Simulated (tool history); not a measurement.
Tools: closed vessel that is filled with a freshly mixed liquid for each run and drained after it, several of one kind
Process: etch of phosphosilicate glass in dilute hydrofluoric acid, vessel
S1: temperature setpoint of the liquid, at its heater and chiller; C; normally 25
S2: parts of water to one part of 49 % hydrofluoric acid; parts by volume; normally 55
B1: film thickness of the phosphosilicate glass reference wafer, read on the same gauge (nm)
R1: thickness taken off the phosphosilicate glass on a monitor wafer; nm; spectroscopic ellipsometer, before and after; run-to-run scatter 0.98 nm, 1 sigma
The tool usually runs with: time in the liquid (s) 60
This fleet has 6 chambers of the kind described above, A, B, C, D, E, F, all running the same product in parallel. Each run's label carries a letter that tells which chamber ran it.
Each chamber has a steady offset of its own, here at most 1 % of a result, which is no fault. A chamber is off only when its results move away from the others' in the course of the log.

Run 1F, hour 4.3: usual settings; B1 50.01. Result: R1 138.6 nm.
Run 2A, hour 11.3: usual settings; B1 49.987. Result: R1 141.28 nm.
Run 3B, hour 19.1: usual settings; B1 50.019. Result: R1 139.83 nm.
Run 4E, hour 22.9: usual settings; B1 49.985. Result: R1 140.86 nm.
Run 5D, hour 30: usual settings; B1 49.974. Result: R1 137.96 nm.
Run 6C, hour 34: usual settings; B1 50.008. Result: R1 140.42 nm.
Run 7C, hour 38: usual settings; B1 50.011. Result: R1 140 nm.
Run 8E, hour 43.1: usual settings; B1 50. Result: R1 141.55 nm.
Run 9D, hour 47.6: usual settings; B1 49.976. Result: R1 140.54 nm.
Run 10B, hour 53.5: usual settings; B1 50.02. Result: R1 141.64 nm.
Run 11A, hour 59.3: usual settings but S1 30 C; B1 49.98. Result: R1 170.66 nm.
Run 12F, hour 63: usual settings but S1 30 C; B1 50.012. Result: R1 170.33 nm.
Run 13C, hour 70.5: usual settings but S1 30 C; B1 50.017. Result: R1 173.22 nm.
Run 14A, hour 74.3: usual settings but S1 30 C; B1 50.009. Result: R1 169.2 nm.
Run 15B, hour 78: usual settings but S1 30 C; B1 50.004. Result: R1 172.29 nm.
Run 16D, hour 84.4: usual settings but S1 30 C; B1 50.011. Result: R1 171.64 nm.
Run 17F, hour 90.3: usual settings; B1 49.969. Result: R1 139.88 nm.
Run 18E, hour 95.5: usual settings; B1 50. Result: R1 142.74 nm.
Run 19E, hour 99.5: usual settings; B1 50. Result: R1 141.79 nm.
Run 20C, hour 106.9: usual settings; B1 49.994. Result: R1 140.2 nm.
Run 21D, hour 111: usual settings; B1 49.99. Result: R1 139.95 nm.
Run 22B, hour 116.2: usual settings; B1 49.986. Result: R1 140.82 nm.
Run 23A, hour 123.1: usual settings; B1 49.999. Result: R1 140.3 nm.
Run 24F, hour 130: usual settings but S2 80 parts by volume; B1 49.994. Result: R1 92.52 nm.
Run 25D, hour 133.8: usual settings but S2 80 parts by volume; B1 50.028. Result: R1 92.634 nm.
Run 26A, hour 141.6: usual settings but S2 80 parts by volume; B1 49.974. Result: R1 94.794 nm.
Run 27E, hour 147.6: usual settings but S2 80 parts by volume; B1 50.021. Result: R1 92.648 nm.
Run 28B, hour 153.2: usual settings but S2 80 parts by volume; B1 49.985. Result: R1 93.228 nm.
Run 29C, hour 160.6: usual settings but S2 80 parts by volume; B1 50.006. Result: R1 93.644 nm.
Run 30F, hour 165.4: usual settings; B1 49.986. Result: R1 139.31 nm.
Run 31C, hour 170.3: usual settings; B1 49.984. Result: R1 138.28 nm.
Run 32B, hour 176.2: usual settings; B1 49.991. Result: R1 140.68 nm.
At hour 176.4: chamber E: thermometer replaced.
Run 33E, hour 184.1: usual settings; B1 50.016. Result: R1 140.99 nm.
Run 34A, hour 189.5: usual settings but S1 29 C, S2 30 parts by volume; B1 49.971. Result: R1 313.11 nm.
Run 35F, hour 193.3: usual settings but S1 29 C, S2 30 parts by volume; B1 50.009. Result: R1 311.09 nm.
At hour 195.4: chamber A: thermometer replaced.
Run 36D, hour 199.7: usual settings but S1 29 C, S2 30 parts by volume; B1 50.023. Result: R1 290.69 nm.
Run 37D, hour 205.6: usual settings but S1 29 C, S2 30 parts by volume; B1 49.969. Result: R1 294.34 nm.
Run 38F, hour 209.9: usual settings but S1 29 C, S2 30 parts by volume; B1 49.99. Result: R1 313.67 nm.
Run 39C, hour 217.3: usual settings but S1 29 C, S2 30 parts by volume; B1 49.977. Result: R1 308.57 nm.
Run 40E, hour 223.1: usual settings; B1 50.01. Result: R1 140.64 nm.
Run 41B, hour 230.2: usual settings; B1 50.026. Result: R1 142.66 nm.
Run 42A, hour 235.1: usual settings; B1 50.018. Result: R1 141.35 nm.
Run 43C, hour 241.3: usual settings; B1 49.971. Result: R1 138.96 nm.
Run 44D, hour 246.1: usual settings; B1 50.013. Result: R1 129.01 nm.

What goes on in this fleet: one chamber off, a drifting gauge, or nothing beyond the chambers' own small offsets? Name the chamber and the cause, if any.

It is chamber D that slowly wanders off from its peers.
Likeliest cause: liquid colder than its thermometer reads (K) = 2.03.
It could be hard to tell apart here from: hydrofluoric acid flow below the setpoint (%).

Below are 4 candidate recipes for chamber D's next run, each the usual settings with a change, their results shown as question marks. Which of them brings D's results back in line with what the other chambers give on the usual settings?
In line means no further than this from the other chambers' mean on the usual settings: R1 3.4 nm
Run 45D-1, hour 251.9: usual settings but time in the liquid (s) 65. Result: R1 ?.
Run 45D-2, hour 251.9: usual settings but S1 23 C. Result: R1 ?.
Run 45D-3, hour 251.9: usual settings but S1 28.5 C. Result: R1 ?.
Run 45D-4, hour 251.9: usual settings but S1 21.5 C. Result: R1 ?.

Average result of the remaining chambers running the usual settings: R1 140.23 nm
  run      R1
45D-1   139.7
45D-2  118.79
45D-3  148.36
45D-4   111.6
45D-1 brings the chamber back in line.
